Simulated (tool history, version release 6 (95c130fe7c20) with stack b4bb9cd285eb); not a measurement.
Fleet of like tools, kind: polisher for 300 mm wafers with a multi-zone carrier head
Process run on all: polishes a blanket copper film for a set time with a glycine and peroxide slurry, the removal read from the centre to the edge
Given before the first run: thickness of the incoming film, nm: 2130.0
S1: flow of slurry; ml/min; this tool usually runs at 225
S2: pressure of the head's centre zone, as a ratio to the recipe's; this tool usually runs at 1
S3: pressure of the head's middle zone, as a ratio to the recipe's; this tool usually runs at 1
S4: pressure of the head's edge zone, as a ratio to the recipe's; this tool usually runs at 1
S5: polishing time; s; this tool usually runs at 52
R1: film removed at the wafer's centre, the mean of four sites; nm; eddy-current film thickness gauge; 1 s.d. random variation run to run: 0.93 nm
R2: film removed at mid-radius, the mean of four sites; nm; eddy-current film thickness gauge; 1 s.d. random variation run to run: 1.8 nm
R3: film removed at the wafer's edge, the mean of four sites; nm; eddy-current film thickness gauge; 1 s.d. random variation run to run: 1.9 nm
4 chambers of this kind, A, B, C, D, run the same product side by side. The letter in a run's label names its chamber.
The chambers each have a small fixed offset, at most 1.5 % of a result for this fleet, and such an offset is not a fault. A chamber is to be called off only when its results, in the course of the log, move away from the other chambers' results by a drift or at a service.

{"hour": 1.3, "done": "chamber D: worn pad replaced by a new one"}
{"run": "1A", "hour": 2.9, "S1": 225, "S2": 1, "S3": 1, "S4": 1, "S5": 52, "R1": 137.46, "R2": 136.76, "R3": 132.19}
{"run": "2C", "hour": 5.3, "S1": 225, "S2": 1, "S3": 1, "S4": 1, "S5": 52, "R1": 136.44, "R2": 134.07, "R3": 134.39}
{"run": "3B", "hour": 9.9, "S1": 225, "S2": 1, "S3": 1, "S4": 1, "S5": 52, "R1": 135.6, "R2": 132.39, "R3": 135.2}
{"run": "4D", "hour": 13.3, "S1": 225, "S2": 1, "S3": 1, "S4": 1, "S5": 52, "R1": 134.63, "R2": 135.57, "R3": 137.08}
{"hour": 15.4, "done": "chamber B: worn pad replaced by a new one"}
{"run": "5C", "hour": 16.8, "S1": 225, "S2": 1, "S3": 1, "S4": 1, "S5": 52, "R1": 136.28, "R2": 134.98, "R3": 134.58}
{"run": "6A", "hour": 20.1, "S1": 225, "S2": 1, "S3": 1, "S4": 1, "S5": 52, "R1": 138.19, "R2": 138.91, "R3": 132.74}
{"run": "7B", "hour": 23.9, "S1": 225, "S2": 1, "S3": 1, "S4": 1, "S5": 52, "R1": 134.51, "R2": 137.47, "R3": 134.26}
{"run": "8D", "hour": 28.6, "S1": 225, "S2": 1, "S3": 1, "S4": 1, "S5": 52, "R1": 135.73, "R2": 134.53, "R3": 139.14}
{"run": "9B", "hour": 31.1, "S1": 225, "S2": 1, "S3": 0.92, "S4": 1, "S5": 52, "R1": 135.12, "R2": 127.58, "R3": 132.13}
{"run": "10A", "hour": 34.3, "S1": 225, "S2": 1, "S3": 0.92, "S4": 1, "S5": 52, "R1": 134.78, "R2": 126.37, "R3": 132.66}
{"run": "11D", "hour": 38.4, "S1": 225, "S2": 1, "S3": 0.92, "S4": 1, "S5": 52, "R1": 132, "R2": 123.19, "R3": 133.32}
{"run": "12C", "hour": 41.2, "S1": 225, "S2": 1, "S3": 0.92, "S4": 1, "S5": 52, "R1": 137.84, "R2": 121.84, "R3": 137.15}
{"run": "13B", "hour": 43.5, "S1": 225, "S2": 1, "S3": 1, "S4": 1, "S5": 52, "R1": 133.88, "R2": 134.17, "R3": 135.18}
{"run": "14A", "hour": 46.4, "S1": 225, "S2": 1, "S3": 1, "S4": 1, "S5": 52, "R1": 134.61, "R2": 134.08, "R3": 133}
{"run": "15D", "hour": 51.1, "S1": 225, "S2": 1, "S3": 1, "S4": 1, "S5": 52, "R1": 134.5, "R2": 131.8, "R3": 132.17}
{"hour": 53.2, "done": "chamber B: slurry nozzle cleaned"}
{"run": "16C", "hour": 55.4, "S1": 225, "S2": 1, "S3": 1, "S4": 1, "S5": 52, "R1": 137.32, "R2": 135.85, "R3": 134.89}
{"run": "17D", "hour": 59.8, "S1": 225, "S2": 1, "S3": 1, "S4": 1, "S5": 52, "R1": 133.95, "R2": 137.59, "R3": 134.74}
{"run": "18C", "hour": 64.5, "S1": 225, "S2": 1.06, "S3": 1, "S4": 1, "S5": 52, "R1": 144.39, "R2": 135.62, "R3": 136.93}
{"hour": 64.7, "done": "chamber B: worn pad replaced by a new one"}
{"run": "19A", "hour": 67.1, "S1": 225, "S2": 1.06, "S3": 1, "S4": 1, "S5": 52, "R1": 138.91, "R2": 133.7, "R3": 131.22}
{"hour": 69.5, "done": "chamber D: worn pad replaced by a new one"}
{"hour": 69.7, "done": "chamber A: worn pad replaced by a new one"}
{"run": "20B", "hour": 71.9, "S1": 225, "S2": 1.06, "S3": 1, "S4": 1, "S5": 52, "R1": 146.26, "R2": 136.55, "R3": 136.42}
{"run": "21A", "hour": 75.9, "S1": 225, "S2": 1.06, "S3": 1, "S4": 1, "S5": 52, "R1": 138.69, "R2": 129.15, "R3": 129.92}
{"run": "22D", "hour": 79.8, "S1": 225, "S2": 1, "S3": 1, "S4": 1, "S5": 52, "R1": 134.01, "R2": 134.15, "R3": 130.6}
{"run": "23B", "hour": 82.9, "S1": 225, "S2": 1, "S3": 1, "S4": 1, "S5": 52, "R1": 134.91, "R2": 135.99, "R3": 134.15}
{"run": "24C", "hour": 87.5, "S1": 225, "S2": 1, "S3": 1, "S4": 1, "S5": 52, "R1": 136.24, "R2": 133.71, "R3": 133.39}
{"run": "25C", "hour": 91.4, "S1": 225, "S2": 1, "S3": 1, "S4": 1, "S5": 52, "R1": 136.3, "R2": 134.78, "R3": 134.02}
{"run": "26B", "hour": 94.0, "S1": 225, "S2": 1, "S3": 1, "S4": 1, "S5": 46, "R1": 118.55, "R2": 119.51, "R3": 117.34}
{"run": "27A", "hour": 98.8, "S1": 225, "S2": 1, "S3": 1, "S4": 1, "S5": 46, "R1": 111.6, "R2": 112.83, "R3": 112.96}
{"run": "28D", "hour": 101.6, "S1": 225, "S2": 1, "S3": 1, "S4": 1, "S5": 46, "R1": 117.53, "R2": 119.65, "R3": 122.9}

Does one chamber stand apart from the rest, does the shared gauge drift, or is all well apart from small per-chamber offsets? Give the chamber and the most likely cause, where there is one.

It is chamber A that slowly wanders off from its peers.
Cause: slurry flow missing at the pad, % = 39.8.

Chamber A could run next with any of the 4 candidate recipes listed below; each alters the usual settings, and their results appear as question marks. Which one brings its results back in line with what the other chambers deliver on the usual settings?
In line here means within this much of the mean the other chambers give on the usual settings: R1 3.2 nm; R2 6.3 nm; R3 6.8 nm
{"run": "29A-1", "hour": 105.0, "S1": 225, "S2": 1.01, "S3": 1, "S4": 1, "S5": 54, "R1": "?", "R2": "?", "R3": "?"}
{"run": "29A-2", "hour": 105.0, "S1": 230, "S2": 1.01, "S3": 1, "S4": 1, "S5": 56, "R1": "?", "R2": "?", "R3": "?"}
{"run": "29A-3", "hour": 105.0, "S1": 220, "S2": 0.98, "S3": 1, "S4": 1.01, "S5": 49, "R1": "?", "R2": "?", "R3": "?"}
{"run": "29A-4", "hour": 105.0, "S1": 225, "S2": 0.99, "S3": 1, "S4": 1, "S5": 50, "R1": "?", "R2": "?", "R3": "?"}

The mean the other chambers reach with the usual settings: R1 135.07 nm; R2 135.05 nm; R3 135.31 nm
run=29A-1 R1=130.1 R2=129.6 R3=131.42
run=29A-2 R1=135.63 R2=135.02 R3=136.73
run=29A-3 R1=113.53 R2=117.04 R3=119.46
run=29A-4 R1=117.81 R2=120.01 R3=121.68
It is 29A-2 that realigns the chamber with its peers.
